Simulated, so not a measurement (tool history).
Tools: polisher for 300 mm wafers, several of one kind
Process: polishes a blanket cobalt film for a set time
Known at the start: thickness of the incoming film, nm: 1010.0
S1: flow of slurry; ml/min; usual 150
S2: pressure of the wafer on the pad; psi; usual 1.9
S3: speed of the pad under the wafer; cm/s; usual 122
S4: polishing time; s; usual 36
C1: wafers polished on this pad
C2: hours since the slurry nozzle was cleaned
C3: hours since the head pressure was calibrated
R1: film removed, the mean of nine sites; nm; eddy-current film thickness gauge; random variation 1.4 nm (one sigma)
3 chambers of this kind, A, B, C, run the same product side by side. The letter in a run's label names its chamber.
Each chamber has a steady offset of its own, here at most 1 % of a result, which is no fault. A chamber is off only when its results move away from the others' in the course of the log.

run 1C day=0.358 | S1=150 S2=1.9 S3=122 S4=36 | C1=670 C2=204.0 C3=136.2 | R1=199.78
-- day=0.629 chamber B: worn pad replaced by a new one
run 2B day=0.767 | S1=150 S2=1.9 S3=122 S4=36 | C1=46 C2=165.4 C3=1033.3 | R1=196.35
-- day=1.250 chamber A: worn pad replaced by a new one
run 3A day=1.367 | S1=150 S2=1.9 S3=122 S4=36 | C1=39 C2=406.0 C3=592.7 | R1=196.87
run 4A day=1.979 | S1=150 S2=1.9 S3=122 S4=36 | C1=248 C2=420.7 C3=607.4 | R1=197.66
run 5C day=2.417 | S1=150 S2=1.9 S3=122 S4=36 | C1=1371 C2=253.4 C3=185.6 | R1=199.47
-- day=2.596 chamber B: slurry nozzle cleaned
run 6B day=2.854 | S1=150 S2=1.9 S3=122 S4=36 | C1=757 C2=6.3 C3=1083.4 | R1=193.62
-- day=2.983 chamber B: head pressure recalibrated
run 7B day=3.283 | S1=150 S2=2.2 S3=122 S4=36 | C1=903 C2=16.6 C3=7.3 | R1=226.97
run 8A day=3.629 | S1=150 S2=2.2 S3=122 S4=36 | C1=810 C2=460.3 C3=647.0 | R1=228.74
run 9C day=4.179 | S1=150 S2=2.2 S3=122 S4=36 | C1=1971 C2=295.7 C3=227.9 | R1=226.77
run 10C day=4.517 | S1=150 S2=1.9 S3=122 S4=47 | C1=2086 C2=303.8 C3=236.0 | R1=254.82
-- day=4.875 chamber B: worn pad replaced by a new one
run 11A day=4.896 | S1=150 S2=1.9 S3=122 S4=47 | C1=1241 C2=490.7 C3=677.4 | R1=259.74
-- day=5.308 chamber A: worn pad replaced by a new one
run 12B day=5.371 | S1=150 S2=1.9 S3=122 S4=47 | C1=169 C2=66.7 C3=57.4 | R1=255.90
run 13B day=5.875 | S1=150 S2=1.9 S3=122 S4=36 | C1=340 C2=78.8 C3=69.5 | R1=198.62
run 14C day=6.479 | S1=150 S2=1.9 S3=122 S4=36 | C1=2755 C2=350.9 C3=283.1 | R1=190.50
run 15A day=7.012 | S1=150 S2=1.9 S3=122 S4=36 | C1=581 C2=541.5 C3=728.2 | R1=200.66
run 16A day=7.629 | S1=150 S2=1.9 S3=88 S4=36 | C1=791 C2=556.3 C3=743.0 | R1=140.40
run 17C day=8.167 | S1=150 S2=1.9 S3=88 S4=36 | C1=3329 C2=391.4 C3=323.6 | R1=135.44
-- day=8.562 chamber B: worn pad replaced by a new one
run 18B day=8.779 | S1=150 S2=1.9 S3=88 S4=36 | C1=74 C2=148.5 C3=139.2 | R1=140.72
-- day=8.917 chamber A: worn pad replaced by a new one
run 19C day=9.250 | S1=150 S2=1.9 S3=122 S4=36 | C1=3698 C2=417.4 C3=349.6 | R1=184.13
run 20A day=9.700 | S1=150 S2=1.9 S3=122 S4=36 | C1=266 C2=606.0 C3=792.7 | R1=196.82

Next, every chamber runs the same settings. What will each give?
run 21A day=10.167 | S1=150 S2=1.9 S3=122 S4=36 | R1=?
run 21B day=10.167 | S1=150 S2=1.9 S3=122 S4=36 | R1=?
run 21C day=10.167 | S1=150 S2=1.9 S3=122 S4=36 | R1=?

run=21A R1=199.66
run=21B R1=193.95
run=21C R1=183.82
